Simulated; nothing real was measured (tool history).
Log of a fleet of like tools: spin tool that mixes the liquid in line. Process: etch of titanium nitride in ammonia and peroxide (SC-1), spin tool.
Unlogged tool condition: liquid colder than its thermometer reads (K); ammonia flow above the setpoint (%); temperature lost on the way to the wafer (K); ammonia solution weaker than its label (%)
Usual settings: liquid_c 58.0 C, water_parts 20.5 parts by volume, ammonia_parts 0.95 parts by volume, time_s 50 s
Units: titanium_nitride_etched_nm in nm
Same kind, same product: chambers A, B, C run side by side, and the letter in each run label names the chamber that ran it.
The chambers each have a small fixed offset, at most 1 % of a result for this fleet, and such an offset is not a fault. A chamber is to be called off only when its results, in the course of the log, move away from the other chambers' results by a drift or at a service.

run	hour	liquid_c	water_parts	ammonia_parts	time_s	hours since the thermometer was replaced	hours since the ammonia flow meter was replaced	hours since the heated supply line was repaired	hours since the drum of ammonia solution was connected	read-back film thickness of the titanium nitride reference wafer, read on the same gauge (nm)	titanium_nitride_etched_nm
1C	3.8	58.0	20.5	0.95	50	208.3	1747.3	408.2	150.5	39.984	4.6746
2A	7.0	58.0	20.5	0.95	50	958.9	174.4	2611.0	474.0	40.014	4.7593
3B	10.5	58.0	20.5	0.95	50	1261.8	1137.3	1008.7	269.6	40.030	4.6865
4C	14.0	58.0	20.5	0.95	50	218.5	1757.5	418.4	160.7	39.997	4.6833
5B	18.6	58.0	20.5	1.20	30	1269.9	1145.4	1016.8	277.7	39.997	2.9426
6A	23.0	58.0	20.5	1.20	30	974.9	190.4	2627.0	490.0	39.989	2.9380
7C	25.3	58.0	20.5	1.20	30	229.8	1768.8	429.7	172.0	40.001	2.9501
8A	28.1	58.0	20.5	0.95	50	980.0	195.5	2632.1	495.1	40.000	4.6361
9B	32.3	58.0	20.5	0.95	50	1283.6	1159.1	1030.5	291.4	40.012	4.7111
10C	35.2	58.0	20.5	0.95	20	239.7	1778.7	439.6	181.9	40.023	1.8739
11A	39.7	58.0	20.5	0.95	20	991.6	207.1	2643.7	506.7	39.983	1.8657
12B	42.8	58.0	20.5	0.95	20	1294.1	1169.6	1041.0	301.9	40.017	1.8692
13C	46.8	58.0	20.5	0.95	50	251.3	1790.3	451.2	193.5	39.981	4.6744
14A	50.1	58.0	20.5	0.95	50	1002.0	217.5	2654.1	517.1	39.993	4.6770
15B	54.5	58.0	20.5	0.95	50	1305.8	1181.3	1052.7	313.6	40.012	4.5961
16A	56.7	58.0	16.0	0.95	50	1008.6	224.1	2660.7	523.7	40.012	5.3908
17B	59.7	58.0	16.0	0.95	50	1311.0	1186.5	1057.9	318.8	40.008	5.1359
18C	64.1	58.0	16.0	0.95	50	268.6	1807.6	468.5	210.8	39.988	5.3261
19A	66.9	58.0	20.5	0.95	50	1018.8	234.3	2670.9	533.9	40.036	4.6477
20B	70.5	58.0	20.5	0.95	50	1321.8	1197.3	1068.7	329.6	39.984	4.4280
21C	73.7	58.0	20.5	0.95	50	278.2	1817.2	478.1	220.4	40.000	4.6271
22A	78.3	58.0	20.5	0.95	50	1030.2	245.7	2682.3	545.3	39.968	4.6796
23C	82.7	58.0	20.5	0.95	50	287.2	1826.2	487.1	229.4	39.980	4.6679
24B	85.3	54.5	20.5	0.95	75	1336.6	1212.1	1083.5	344.4	39.986	5.1561

Is one chamber off against the others, does the gauge drift, or is nothing wrong? If a chamber is off, say which, and what the likeliest cause is.

It is chamber B that slowly wanders off from its peers.
What lies behind it: liquid colder than its thermometer reads (K) = 1.25.
From this log alone, it may not be told apart from: temperature lost on the way to the wafer (K).

Chamber B could run next with any of the 4 candidate recipes listed below; each alters the usual settings, and their results appear as question marks. Which one brings its results back in line with what the other chambers deliver on the usual settings?
A result is in line if it is within this distance of the other chambers' mean on the usual settings: titanium_nitride_etched_nm 0.1400 nm
25B-1	88.8	58.0	21.5	0.95	50						?
25B-2	88.8	57.0	20.5	0.95	50						?
25B-3	88.8	58.0	17.5	0.95	50						?
25B-4	88.8	58.5	20.5	0.95	50						?

Usual-settings mean across the other chambers: titanium_nitride_etched_nm 4.6675 nm
run	titanium_nitride_etched_nm
25B-1	4.2056
25B-2	4.0352
25B-3	4.7099
25B-4	4.4645
Change 25B-3 lands the chamber within the allowed miss of the other chambers.

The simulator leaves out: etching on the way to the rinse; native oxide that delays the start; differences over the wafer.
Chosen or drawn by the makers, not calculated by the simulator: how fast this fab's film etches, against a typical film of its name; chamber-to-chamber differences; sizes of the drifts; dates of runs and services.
